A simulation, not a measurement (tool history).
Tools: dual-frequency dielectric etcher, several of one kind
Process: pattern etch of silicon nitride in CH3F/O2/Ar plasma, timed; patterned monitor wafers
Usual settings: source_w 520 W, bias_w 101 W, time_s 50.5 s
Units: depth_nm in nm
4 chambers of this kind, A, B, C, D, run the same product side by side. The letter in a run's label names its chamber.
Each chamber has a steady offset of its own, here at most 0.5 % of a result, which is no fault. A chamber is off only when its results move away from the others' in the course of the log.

run,hour,source_w,bias_w,time_s,hours since the last wet clean,hours since the last source power generator calibration,hours since the last bias power generator calibration,"read-back reference wafer on the same gauge, depth_nm",depth_nm
# hour 2.7: chamber D: wet clean of the chamber
# hour 5.9: chamber B: wet clean of the chamber
1D,13,520,101,50.5,10.3,559.5,988,45.898,44.036
2C,21.4,520,101,50.5,29.9,1582,3819,45.908,44.162
3B,31.5,520,101,50.5,25.7,57,1450.1,45.935,44.098
4A,44.1,520,101,50.5,234.2,1099.6,2570.1,45.94,43.881
# hour 49: chamber C: bias power generator calibrated
5C,53.2,520,101,50.5,61.7,1613.8,4.2,45.957,44.129
6B,61.8,520,101,50.5,56,87.3,1480.4,45.944,44.251
7A,68.1,520,101,50.5,258.2,1123.6,2594.1,45.985,43.733
8D,79,520,101,50.5,76.3,625.5,1054,45.987,43.907
9A,88.9,520,101,50.5,279,1144.4,2614.9,45.987,43.839
10C,98,520,101,50.5,106.5,1658.6,49,45.973,44.286
11B,109.8,520,101,50.5,104,135.3,1528.4,46.02,44.115
12D,120.2,520,101,50.5,117.5,666.7,1095.2,46.016,43.87
13C,126.2,520,101,59,134.7,1686.8,77.2,46.034,51.601
14D,138.7,520,101,59,136,685.2,1113.7,46.044,51.299
15B,149.1,520,101,59,143.3,174.6,1567.7,46.047,51.73
16A,155.6,520,101,59,345.7,1211.1,2681.6,46.039,51.192
17A,167.5,520,101,50.5,357.6,1223,2693.5,46.067,43.909
18B,173.5,520,101,50.5,167.7,199,1592.1,46.096,44.17
19C,180.8,520,101,50.5,189.3,1741.4,131.8,46.081,44.367
20D,189.5,520,101,50.5,186.8,736,1164.5,46.088,44.013
21A,196.1,520,101,50.5,386.2,1251.6,2722.1,46.096,44.025
22D,206,520,101,42.5,203.3,752.5,1181,46.106,37.053
23C,216.7,520,101,42.5,225.2,1777.3,167.7,46.11,37.414
24B,225,520,101,42.5,219.2,250.5,1643.6,46.104,37.339
25C,234.6,520,101,42.5,243.1,1795.2,185.6,46.121,37.323
26B,245.8,520,101,50.5,240,271.3,1664.4,46.148,44.397
# hour 247: chamber A: wet clean of the chamber
27D,258.6,520,101,50.5,255.9,805.1,1233.6,46.135,44.042
28A,266.6,520,101,50.5,19.6,1322.1,2792.6,46.146,44.052
29D,275.9,520,101,50.5,273.2,822.4,1250.9,46.167,44.105
30A,286.5,520,92,63,39.5,1342,2812.5,46.176,53.13
31C,297.1,520,92,63,305.6,1857.7,248.1,46.183,53.463
32B,310,520,92,63,304.2,335.5,1728.6,46.2,53.52
33A,321.7,520,92,63,74.7,1377.2,2847.7,46.214,53.13

All 4 chambers run these settings next. Forecast each chamber's results:
34A,331.2,410,101,50.5,,,,,?
34B,331.2,410,101,50.5,,,,,?
34C,331.2,410,101,50.5,,,,,?
34D,331.2,410,101,50.5,,,,,?

run,depth_nm
34A,40.279
34B,40.707
34C,40.656
34D,40.432

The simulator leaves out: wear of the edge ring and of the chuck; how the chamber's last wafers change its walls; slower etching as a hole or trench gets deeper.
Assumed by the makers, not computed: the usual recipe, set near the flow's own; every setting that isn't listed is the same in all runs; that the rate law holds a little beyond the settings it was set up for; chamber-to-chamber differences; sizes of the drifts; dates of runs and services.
